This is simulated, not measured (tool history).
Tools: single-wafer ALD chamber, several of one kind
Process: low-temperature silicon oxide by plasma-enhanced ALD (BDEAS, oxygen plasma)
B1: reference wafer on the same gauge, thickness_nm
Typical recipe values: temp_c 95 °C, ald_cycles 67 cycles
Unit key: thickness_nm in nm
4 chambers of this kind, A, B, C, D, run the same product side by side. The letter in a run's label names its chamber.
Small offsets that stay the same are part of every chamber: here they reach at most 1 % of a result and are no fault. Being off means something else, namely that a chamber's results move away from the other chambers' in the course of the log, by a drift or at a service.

{"run": "1B", "hour": 9.2, "temp_c": 95, "ald_cycles": 67, "B1": 10.02, "thickness_nm": 9.731}
{"run": "2A", "hour": 16.9, "temp_c": 95, "ald_cycles": 67, "B1": 10.015, "thickness_nm": 9.6547}
{"run": "3C", "hour": 25.6, "temp_c": 95, "ald_cycles": 67, "B1": 10.018, "thickness_nm": 9.6683}
{"run": "4D", "hour": 32.6, "temp_c": 95, "ald_cycles": 67, "B1": 10.017, "thickness_nm": 9.7316}
{"run": "5B", "hour": 45.3, "temp_c": 95, "ald_cycles": 67, "B1": 10.012, "thickness_nm": 9.7302}
{"run": "6C", "hour": 55.0, "temp_c": 95, "ald_cycles": 67, "B1": 10.013, "thickness_nm": 9.6706}
{"run": "7D", "hour": 64.3, "temp_c": 95, "ald_cycles": 67, "B1": 10.012, "thickness_nm": 9.7108}
{"run": "8A", "hour": 76.0, "temp_c": 95, "ald_cycles": 67, "B1": 10.01, "thickness_nm": 9.653}
{"run": "9C", "hour": 81.6, "temp_c": 95, "ald_cycles": 67, "B1": 10.008, "thickness_nm": 9.6554}
{"run": "10A", "hour": 94.3, "temp_c": 95, "ald_cycles": 67, "B1": 10.008, "thickness_nm": 9.6608}
{"run": "11B", "hour": 104.4, "temp_c": 95, "ald_cycles": 67, "B1": 10.008, "thickness_nm": 9.7352}
{"run": "12D", "hour": 110.4, "temp_c": 95, "ald_cycles": 67, "B1": 10.006, "thickness_nm": 9.7216}
{"run": "13A", "hour": 116.2, "temp_c": 95, "ald_cycles": 67, "B1": 10.004, "thickness_nm": 9.6445}
{"run": "14D", "hour": 124.5, "temp_c": 95, "ald_cycles": 67, "B1": 10.007, "thickness_nm": 9.7144}
{"run": "15B", "hour": 133.9, "temp_c": 95, "ald_cycles": 67, "B1": 10.002, "thickness_nm": 9.7075}
{"run": "16C", "hour": 146.2, "temp_c": 95, "ald_cycles": 67, "B1": 10.002, "thickness_nm": 9.6608}
{"hour": 152.0, "done": "chamber A: thermocouple changed; heater temperature recalibrated"}
{"run": "17C", "hour": 153.0, "temp_c": 95, "ald_cycles": 67, "B1": 9.9989, "thickness_nm": 9.6613}
{"run": "18B", "hour": 165.3, "temp_c": 95, "ald_cycles": 67, "B1": 9.9974, "thickness_nm": 9.7135}
{"run": "19D", "hour": 176.4, "temp_c": 95, "ald_cycles": 67, "B1": 9.9949, "thickness_nm": 9.6999}
{"hour": 183.4, "done": "chamber B: thermocouple changed; heater temperature recalibrated"}
{"run": "20A", "hour": 183.8, "temp_c": 95, "ald_cycles": 67, "B1": 9.9964, "thickness_nm": 9.659}
{"run": "21A", "hour": 190.3, "temp_c": 95, "ald_cycles": 67, "B1": 9.9923, "thickness_nm": 9.6341}
{"run": "22D", "hour": 198.1, "temp_c": 95, "ald_cycles": 67, "B1": 9.995, "thickness_nm": 9.7028}
{"run": "23C", "hour": 207.6, "temp_c": 95, "ald_cycles": 67, "B1": 9.991, "thickness_nm": 9.6459}
{"run": "24B", "hour": 215.7, "temp_c": 95, "ald_cycles": 67, "B1": 9.9936, "thickness_nm": 9.6798}
{"run": "25D", "hour": 223.2, "temp_c": 80, "ald_cycles": 55, "B1": 9.9882, "thickness_nm": 8.3917}
{"run": "26A", "hour": 234.7, "temp_c": 80, "ald_cycles": 55, "B1": 9.9879, "thickness_nm": 8.3071}
{"run": "27C", "hour": 241.7, "temp_c": 80, "ald_cycles": 55, "B1": 9.9857, "thickness_nm": 8.3309}
{"run": "28B", "hour": 250.7, "temp_c": 80, "ald_cycles": 55, "B1": 9.9831, "thickness_nm": 8.3839}
{"run": "29A", "hour": 257.7, "temp_c": 95, "ald_cycles": 67, "B1": 9.9864, "thickness_nm": 9.6342}
{"run": "30D", "hour": 265.0, "temp_c": 95, "ald_cycles": 67, "B1": 9.9841, "thickness_nm": 9.707}
{"run": "31B", "hour": 277.2, "temp_c": 95, "ald_cycles": 67, "B1": 9.9807, "thickness_nm": 9.6802}
{"run": "32C", "hour": 285.1, "temp_c": 95, "ald_cycles": 67, "B1": 9.9781, "thickness_nm": 9.6449}
{"run": "33D", "hour": 292.1, "temp_c": 95, "ald_cycles": 67, "B1": 9.9816, "thickness_nm": 9.7013}
{"run": "34C", "hour": 303.5, "temp_c": 95, "ald_cycles": 67, "B1": 9.9805, "thickness_nm": 9.6425}
{"run": "35B", "hour": 310.7, "temp_c": 95, "ald_cycles": 67, "B1": 9.9768, "thickness_nm": 9.6815}
{"run": "36A", "hour": 317.9, "temp_c": 95, "ald_cycles": 67, "B1": 9.9774, "thickness_nm": 9.6584}
{"run": "37C", "hour": 325.5, "temp_c": 95, "ald_cycles": 67, "B1": 9.9766, "thickness_nm": 9.6217}

Which is it: a chamber that has drifted or been left off by a service, a gauge drift common to all chambers, or only each chamber's usual small offset? If a chamber is off, name it and its likeliest cause.

The shared gauge is drifting. All chambers look as if they move in step, but none is off.
Most likely cause: gauge reads low (%) = 0.45.
